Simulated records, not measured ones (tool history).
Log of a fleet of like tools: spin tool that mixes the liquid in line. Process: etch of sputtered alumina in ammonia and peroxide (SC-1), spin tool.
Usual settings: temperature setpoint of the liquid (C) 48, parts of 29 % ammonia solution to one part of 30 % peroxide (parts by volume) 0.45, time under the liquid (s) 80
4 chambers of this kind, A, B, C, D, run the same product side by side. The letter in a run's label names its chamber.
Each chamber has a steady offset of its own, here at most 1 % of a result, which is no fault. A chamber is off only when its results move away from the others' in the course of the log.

| run | day | temperature setpoint of the liquid (C) | parts of 29 % ammonia solution to one part of 30 % peroxide (parts by volume) | time under the liquid (s) | hours since the thermometer was replaced | hours since the ammonia flow meter was replaced | hours since the heated supply line was repaired | hours since the drum of ammonia solution was connected | read-back film thickness of the sputtered alumina reference wafer, read on the same gauge (nm) | thickness taken off the sputtered alumina on a monitor wafer (Å) |
|---|---|---|---|---|---|---|---|---|---|---|
| 1B | 0.225 | 48 | 0.45 | 80 | 355.1 | 404.3 | 2167.9 | 275.1 | 50.013 | 46.154 |
|  | 0.454 | chamber C: thermometer replaced |
| 2C | 0.525 | 48 | 0.45 | 80 | 1.8 | 65.9 | 316 | 453 | 49.984 | 46.743 |
| 3A | 0.962 | 48 | 0.45 | 80 | 180.9 | 1331.4 | 1233.1 | 175.9 | 49.97 | 47.284 |
| 4D | 1.221 | 48 | 0.45 | 80 | 232 | 621.4 | 1172.8 | 258.7 | 50.018 | 47.108 |
| 5D | 1.554 | 48 | 0.45 | 80 | 240 | 629.4 | 1180.8 | 266.7 | 49.994 | 46.614 |
| 6C | 1.754 | 48 | 0.45 | 65 | 31.3 | 95.4 | 345.5 | 482.5 | 49.998 | 37.982 |
| 7B | 2.133 | 48 | 0.45 | 65 | 400.9 | 450.1 | 2213.7 | 320.9 | 50.004 | 37.805 |
| 8A | 2.388 | 48 | 0.45 | 65 | 215.1 | 1365.6 | 1267.3 | 210.1 | 50.025 | 38.028 |
| 9B | 2.717 | 48 | 0.45 | 65 | 414.9 | 464.1 | 2227.7 | 334.9 | 50.01 | 37.609 |
| 10D | 3.05 | 48 | 0.45 | 80 | 275.9 | 665.3 | 1216.7 | 302.6 | 50.007 | 46.532 |
| 11A | 3.329 | 48 | 0.45 | 80 | 237.7 | 1388.2 | 1289.9 | 232.7 | 50.001 | 46.553 |
| 12C | 3.688 | 48 | 0.45 | 80 | 77.7 | 141.8 | 391.9 | 528.9 | 49.996 | 46.29 |
|  | 4.108 | chamber D: ammonia flow meter replaced |
| 13A | 4.129 | 48 | 0.45 | 80 | 256.9 | 1407.4 | 1309.1 | 251.9 | 50.018 | 46.456 |
|  | 4.5 | chamber A: ammonia flow meter replaced |
| 14D | 4.558 | 48 | 0.45 | 80 | 312.1 | 10.9 | 1252.9 | 338.8 | 50.006 | 47.126 |
| 15B | 4.983 | 48 | 0.45 | 80 | 469.3 | 518.5 | 2282.1 | 389.3 | 49.983 | 46.319 |
| 16C | 5.279 | 40 | 0.45 | 80 | 115.9 | 180 | 430.1 | 567.1 | 49.982 | 28.718 |
| 17A | 5.55 | 40 | 0.45 | 80 | 291 | 25.2 | 1343.2 | 286 | 50.009 | 29.075 |
| 18D | 5.779 | 40 | 0.45 | 80 | 341.4 | 40.2 | 1282.2 | 368.1 | 49.986 | 29.488 |
| 19C | 6.092 | 40 | 0.45 | 80 | 135.4 | 199.5 | 449.6 | 586.6 | 49.972 | 28.546 |
| 20B | 6.475 | 48 | 0.45 | 80 | 505.1 | 554.3 | 2317.9 | 425.1 | 50.009 | 46.806 |
| 21B | 6.696 | 39.5 | 0.55 | 80 | 510.4 | 559.6 | 2323.2 | 430.4 | 50.025 | 29.238 |
| 22A | 6.967 | 39.5 | 0.55 | 80 | 325 | 59.2 | 1377.2 | 320 | 49.969 | 28.775 |
| 23D | 7.254 | 39.5 | 0.55 | 80 | 376.8 | 75.6 | 1317.6 | 403.5 | 50.019 | 29.218 |
| 24C | 7.646 | 39.5 | 0.55 | 80 | 172.7 | 236.8 | 486.9 | 623.9 | 49.991 | 28.076 |
| 25D | 7.867 | 48 | 0.4 | 115 | 391.5 | 90.3 | 1332.3 | 418.2 | 50.001 | 66.688 |
| 26A | 8.254 | 48 | 0.4 | 115 | 355.9 | 90.1 | 1408.1 | 350.9 | 49.992 | 65.765 |
|  | 8.621 | chamber D: new drum of ammonia solution connected |
| 27B | 8.629 | 48 | 0.4 | 115 | 556.8 | 606 | 2369.6 | 476.8 | 49.992 | 65.757 |
| 28C | 8.971 | 48 | 0.4 | 115 | 204.5 | 268.6 | 518.7 | 655.7 | 49.994 | 63.449 |
| 29B | 9.221 | 44.5 | 0.45 | 80 | 571 | 620.2 | 2383.8 | 491 | 50.011 | 37.695 |
| 30C | 9.5 | 44.5 | 0.45 | 80 | 217.2 | 281.3 | 531.4 | 668.4 | 50.011 | 36.545 |
| 31D | 9.912 | 44.5 | 0.45 | 80 | 440.6 | 139.4 | 1381.4 | 31 | 49.996 | 38.199 |
| 32A | 10.15 | 44.5 | 0.45 | 80 | 401.4 | 135.6 | 1453.6 | 396.4 | 50.004 | 38.264 |
| 33B | 10.542 | 48 | 0.45 | 80 | 602.7 | 651.9 | 2415.5 | 522.7 | 50.01 | 46.317 |
| 34A | 10.738 | 48 | 0.45 | 80 | 415.5 | 149.7 | 1467.7 | 410.5 | 50.002 | 46.609 |
| 35D | 10.996 | 48 | 0.45 | 80 | 466.6 | 165.4 | 1407.4 | 57 | 50.006 | 46.933 |
| 36C | 11.333 | 48 | 0.45 | 80 | 261.2 | 325.3 | 575.4 | 712.4 | 50.019 | 44.804 |
| 37C | 11.617 | 48 | 0.45 | 80 | 268 | 332.1 | 582.2 | 719.2 | 49.998 | 44.435 |
| 38A | 12.05 | 48 | 0.45 | 80 | 447 | 181.2 | 1499.2 | 442 | 50.011 | 46.316 |
|  | 12.188 | chamber B: new drum of ammonia solution connected |
| 39D | 12.242 | 48 | 0.45 | 80 | 496.5 | 195.3 | 1437.3 | 86.9 | 49.995 | 46.949 |
| 40B | 12.642 | 48 | 0.45 | 80 | 653.1 | 702.3 | 2465.9 | 11 | 49.99 | 46.613 |

Next, every chamber runs the same settings. What will each give?
| 41A | 12.958 | 48 | 0.5 | 80 |  |  |  |  |  | ? |
| 41B | 12.958 | 48 | 0.5 | 80 |  |  |  |  |  | ? |
| 41C | 12.958 | 48 | 0.5 | 80 |  |  |  |  |  | ? |
| 41D | 12.958 | 48 | 0.5 | 80 |  |  |  |  |  | ? |

| run | thickness taken off the sputtered alumina on a monitor wafer (Å) |
|---|---|
| 41A | 46.562 |
| 41B | 46.401 |
| 41C | 44.604 |
| 41D | 46.967 |
